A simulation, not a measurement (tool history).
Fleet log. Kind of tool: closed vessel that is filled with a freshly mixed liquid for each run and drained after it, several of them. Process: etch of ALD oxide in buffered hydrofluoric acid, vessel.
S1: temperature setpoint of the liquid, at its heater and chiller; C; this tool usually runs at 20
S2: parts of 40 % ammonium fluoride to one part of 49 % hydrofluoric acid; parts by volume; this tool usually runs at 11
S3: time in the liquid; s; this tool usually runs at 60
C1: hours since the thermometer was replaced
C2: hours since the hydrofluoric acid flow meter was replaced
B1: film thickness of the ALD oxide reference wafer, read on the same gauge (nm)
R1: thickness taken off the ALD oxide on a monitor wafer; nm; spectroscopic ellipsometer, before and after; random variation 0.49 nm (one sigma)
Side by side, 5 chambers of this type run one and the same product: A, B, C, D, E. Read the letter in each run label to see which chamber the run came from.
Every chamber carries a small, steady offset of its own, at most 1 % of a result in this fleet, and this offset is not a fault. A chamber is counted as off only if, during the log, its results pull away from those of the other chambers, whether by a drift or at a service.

run   hour  S1  S2  S3      C1      C2      B1      R1
 1E   14.4  20  11  60  2116.8   175.4  139.99  78.604
 2B   31.1  20  11  60   393.0   655.1  140.00  79.076
      31.3  -- chamber D: hydrofluoric acid flow meter replaced
 3A   47.8  20  11  60   887.5   493.5  140.00  77.783
 4C   57.4  20  11  60  1586.9  1584.2  139.98  79.517
 5D   71.0  20  11  60   872.1    39.7  140.00  79.322
 6A   79.7  20  11  60   919.4   525.4  139.99  79.340
 7B   87.8  20  15  50   449.7   711.8  139.99  48.588
 8C  103.3  20  15  50  1632.8  1630.1  140.01  48.648
 9D  119.4  20  15  50   920.5    88.1  140.01  49.421
10E  126.9  20  15  50  2229.3   287.9  139.99  48.271
11E  141.3  20  15  50  2243.7   302.3  140.01  48.316
12C  152.3  20  11  60  1681.8  1679.1  140.02  78.027
13B  163.3  20  11  60   525.2   787.3  139.99  78.519
14D  179.7  20  11  60   980.8   148.4  139.99  78.092
15A  193.2  20  11  60  1032.9   638.9  140.02  78.147
     195.4  -- chamber C: hydrofluoric acid flow meter replaced
16B  206.3  17  11  60   568.2   830.3  140.01  66.937
17C  220.3  17  11  60  1749.8    25.0  140.00  64.158
18A  229.6  17  11  60  1069.3   675.3  139.98  66.379
19D  244.1  17  11  60  1045.2   212.8  140.01  67.280
20E  258.1  17  11  60  2360.5   419.1  140.01  66.113
21B  266.7  20  11  60   628.6   890.7  139.99  78.720
22A  274.5  20  11  75  1114.2   720.2  140.01  98.713
23D  289.1  20  11  75  1090.2   257.8  140.00  98.663
24C  300.6  20  11  75  1830.1   105.3  139.98  93.870
25E  315.5  20  11  75  2417.9   476.5  140.02  98.939
26A  328.1  20  11  75  1167.8   773.8  140.03  97.960
27C  336.2  20  11  60  1865.7   140.9  140.01  74.825
28D  348.1  20  11  60  1149.2   316.8  140.00  79.004
29B  360.5  20  11  60   722.4   984.5  140.02  78.459
30E  371.8  20  11  60  2474.2   532.8  140.01  78.149
31C  381.0  20  11  60  1910.5   185.7  140.00  74.075
32B  396.1  20  11  60   758.0  1020.1  140.02  79.043
33E  411.6  20  11  60  2514.0   572.6  140.01  77.690

One chamber off, gauge drift, or nothing amiss beyond the chambers' own small offsets? If it is a chamber, which one, and what is the likeliest cause?

It is chamber C that slowly wanders off from its peers.
What lies behind it: liquid colder than its thermometer reads (K) = 1.25.

Here are 4 candidates for chamber C's next run, each the usual settings with a change, their results left as question marks. Which one brings its results back in line with what the others give on the usual settings?
Maximum distance from the other chambers' mean on the usual settings for a result to count as in line: R1 1.700 nm
34C-1  423.6  20.5  10.5  60               ?
34C-2  423.6  22.5  11.0  60               ?
34C-3  423.6  19.5  11.5  60               ?
34C-4  423.6  19.0  12.0  60               ?

Usual-settings mean across the other chambers: R1 78.646 nm
  run      R1
34C-1  78.938
34C-2  84.323
34C-3  68.278
34C-4  63.671
34C-1 brings the chamber back in line.
